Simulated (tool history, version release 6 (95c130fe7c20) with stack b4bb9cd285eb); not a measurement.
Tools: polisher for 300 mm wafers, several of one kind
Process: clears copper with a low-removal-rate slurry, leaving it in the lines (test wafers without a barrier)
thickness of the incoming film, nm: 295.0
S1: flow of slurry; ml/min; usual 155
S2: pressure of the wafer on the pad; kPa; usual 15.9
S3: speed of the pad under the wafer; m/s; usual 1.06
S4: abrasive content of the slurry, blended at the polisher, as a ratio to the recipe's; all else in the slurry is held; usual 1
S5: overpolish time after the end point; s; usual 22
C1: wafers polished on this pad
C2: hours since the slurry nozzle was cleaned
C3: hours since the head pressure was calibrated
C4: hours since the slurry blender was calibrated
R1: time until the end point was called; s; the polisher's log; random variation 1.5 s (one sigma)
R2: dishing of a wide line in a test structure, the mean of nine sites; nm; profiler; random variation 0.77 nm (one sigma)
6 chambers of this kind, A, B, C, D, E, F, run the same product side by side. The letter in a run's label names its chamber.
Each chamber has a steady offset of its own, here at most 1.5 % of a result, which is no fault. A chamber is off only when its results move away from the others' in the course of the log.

run,hour,S1,S2,S3,S4,S5,C1,C2,C3,C4,R1,R2
# hour 1.0: chamber D: worn pad replaced by a new one
# hour 6.1: chamber F: slurry nozzle cleaned
1B,7.0,155,15.9,1.06,1,22,528,185.4,1227.5,231.7,109.060,37.805
# hour 8.3: chamber A: slurry blender recalibrated
2E,15.6,155,15.9,1.06,1,22,899,411.1,138.9,56.8,110.020,37.482
# hour 17.7: chamber E: worn pad replaced by a new one
3A,23.3,155,15.9,1.06,1,22,402,325.0,293.1,15.1,112.260,38.476
4C,39.1,155,15.9,1.06,1,22,709,183.8,808.3,110.8,109.840,39.192
# hour 44.9: chamber C: worn pad replaced by a new one
# hour 48.3: chamber F: worn pad replaced by a new one
5D,53.6,155,11.0,1.06,1,22,464,670.2,161.0,65.8,161.510,27.566
6F,65.7,155,11.0,1.06,1,22,154,59.7,96.7,165.9,156.800,28.986
# hour 69.7: chamber F: slurry blender recalibrated
# hour 73.0: chamber B: worn pad replaced by a new one
7C,78.8,155,11.0,1.06,1,22,299,223.5,848.0,150.5,157.760,27.516
# hour 90.4: chamber B: slurry nozzle cleaned
8F,92.9,155,11.0,1.06,1,22,394,86.9,123.9,23.3,158.920,28.016
9E,101.2,155,11.0,1.06,1,22,737,496.7,224.5,142.4,153.310,28.087
# hour 105.0: chamber A: worn pad replaced by a new one
10B,112.0,155,11.0,1.06,1,22,345,21.6,1332.5,336.7,158.300,27.530
# hour 117.8: chamber E: worn pad replaced by a new one
11A,122.3,155,15.9,1.06,1,22,152,424.0,392.1,114.1,112.990,39.015
12D,129.5,155,15.9,1.06,1,22,1135,746.1,236.9,141.7,110.760,38.929
# hour 129.8: chamber C: head pressure recalibrated
# hour 132.3: chamber D: worn pad replaced by a new one
# hour 138.9: chamber C: slurry nozzle cleaned
13A,141.9,155,15.9,1.06,1,22,325,443.6,411.7,133.7,110.380,37.613
# hour 145.8: chamber C: worn pad replaced by a new one
# hour 148.9: chamber D: slurry nozzle cleaned
14C,155.6,155,15.9,1.32,1,31,87,16.7,25.9,227.3,88.889,59.958
15D,164.5,155,15.9,1.32,1,31,285,15.6,271.9,176.7,88.671,57.764
16E,173.0,155,15.9,1.32,1,31,487,568.5,296.3,214.2,87.442,58.941
# hour 183.6: chamber F: worn pad replaced by a new one
17F,187.7,155,15.9,1.32,1,31,36,181.7,218.7,118.1,89.162,60.793
# hour 190.3: chamber B: worn pad replaced by a new one
18B,197.2,155,15.9,1.32,1,31,61,106.8,1417.7,421.9,86.530,57.288
# hour 197.4: chamber E: worn pad replaced by a new one
19E,205.2,155,15.9,1.32,1,31,69,600.7,328.5,246.4,87.655,58.819
# hour 218.2: chamber D: slurry blender recalibrated
20B,219.2,155,15.9,1.06,1,22,255,128.8,1439.7,443.9,114.260,37.534
# hour 220.5: chamber E: head pressure recalibrated
21D,229.3,155,15.9,1.06,1,22,857,80.4,336.7,11.1,110.300,37.460
# hour 233.2: chamber A: worn pad replaced by a new one
22C,236.3,155,15.9,1.06,1,22,799,97.4,106.6,308.0,113.010,38.543
23F,245.5,155,15.9,1.06,1,22,546,239.5,276.5,175.9,110.110,39.244
# hour 250.0: chamber C: worn pad replaced by a new one
24A,253.1,155,15.9,1.06,1,22,175,554.8,522.9,244.9,109.260,36.753
# hour 265.5: chamber D: worn pad replaced by a new one
25A,269.0,155,20.7,1.06,1,22,316,570.7,538.8,260.8,85.722,48.109
# hour 274.3: chamber B: slurry blender recalibrated
26C,278.3,155,20.7,1.06,1,22,250,139.4,148.6,350.0,85.777,47.874
# hour 279.9: chamber E: worn pad replaced by a new one
# hour 281.7: chamber F: slurry blender recalibrated
# hour 286.7: chamber E: slurry nozzle cleaned
27E,291.4,155,20.7,1.06,1,22,101,4.7,71.0,332.6,84.978,47.479
# hour 293.2: chamber B: worn pad replaced by a new one
# hour 298.1: chamber A: slurry nozzle cleaned
# hour 300.0: chamber B: head pressure recalibrated
28D,306.1,155,20.7,1.06,1,22,359,157.2,413.5,87.9,84.566,48.373
29F,319.4,155,20.7,1.06,1,22,1199,313.4,350.4,37.7,84.214,49.870
30B,326.8,155,20.7,1.06,1,22,296,236.4,26.8,52.6,83.676,49.285
# hour 330.6: chamber C: worn pad replaced by a new one
# hour 331.5: chamber F: worn pad replaced by a new one
31D,337.6,155,15.9,1.06,1,22,637,188.7,445.0,119.4,109.660,37.741
# hour 340.1: chamber B: slurry nozzle cleaned
# hour 345.4: chamber A: slurry blender recalibrated
32F,348.6,155,15.9,1.06,1,22,151,342.6,379.6,66.9,106.410,39.376
# hour 359.3: chamber E: slurry blender recalibrated
33E,362.7,155,15.9,1.06,1,22,731,76.0,142.3,3.5,110.470,37.130
# hour 371.2: chamber A: worn pad replaced by a new one
34B,372.3,155,15.9,1.06,1,22,698,32.2,72.3,98.1,111.030,38.599
# hour 372.4: chamber D: worn pad replaced by a new one
# hour 384.5: chamber E: worn pad replaced by a new one
35C,387.2,155,15.9,1.06,1,22,500,248.3,257.5,458.9,115.670,36.220
36A,396.5,155,15.9,1.06,1,22,223,98.4,666.3,51.2,108.220,38.479
37B,404.4,155,15.9,1.06,1,22,982,64.3,104.4,130.2,110.210,38.036
# hour 406.7: chamber C: slurry nozzle cleaned
38F,417.7,155,15.9,1.06,1,22,761,411.7,448.7,136.0,108.060,38.660
39A,430.2,155,15.9,1.06,1,22,521,132.1,700.0,84.9,110.110,37.497
# hour 431.0: chamber C: worn pad replaced by a new one
40C,444.3,155,15.9,1.06,1,22,118,37.6,314.6,516.0,120.810,35.931
41E,454.0,155,15.9,1.06,1,22,614,167.3,233.6,94.8,108.430,39.199
42D,463.4,155,15.9,1.06,1,22,803,314.5,570.8,245.2,109.960,38.921

Is one chamber off against the others, does the gauge drift, or is nothing wrong? If a chamber is off, say which, and what the likeliest cause is.

Chamber C drifts away from the others.
Cause: abrasive missing from the slurry, % = 33.1.
The log may not tell that from: head's pressure below its setpoint, %.

Here are 4 candidates for chamber C's next run, each the usual settings with a change, their results left as question marks. Which one brings its results back in line with what the others give on the usual settings?
In line means no further than this from the other chambers' mean on the usual settings: R1 5.300 s; R2 2.700 nm
43C-1,474.7,155,17.2,1.16,1,22,,,,,?,?
43C-2,474.7,155,15.2,1.02,1,22,,,,,?,?
43C-3,474.7,155,16.5,1.10,1,22,,,,,?,?
43C-4,474.7,155,14.5,0.96,1,22,,,,,?,?

The other chambers' mean on the usual settings: R1 109.640 s; R2 38.368 nm
run,R1,R2
43C-1,101.810,40.669
43C-2,131.250,32.804
43C-3,111.740,37.644
43C-4,145.910,29.941
43C-3 brings the chamber back in line.

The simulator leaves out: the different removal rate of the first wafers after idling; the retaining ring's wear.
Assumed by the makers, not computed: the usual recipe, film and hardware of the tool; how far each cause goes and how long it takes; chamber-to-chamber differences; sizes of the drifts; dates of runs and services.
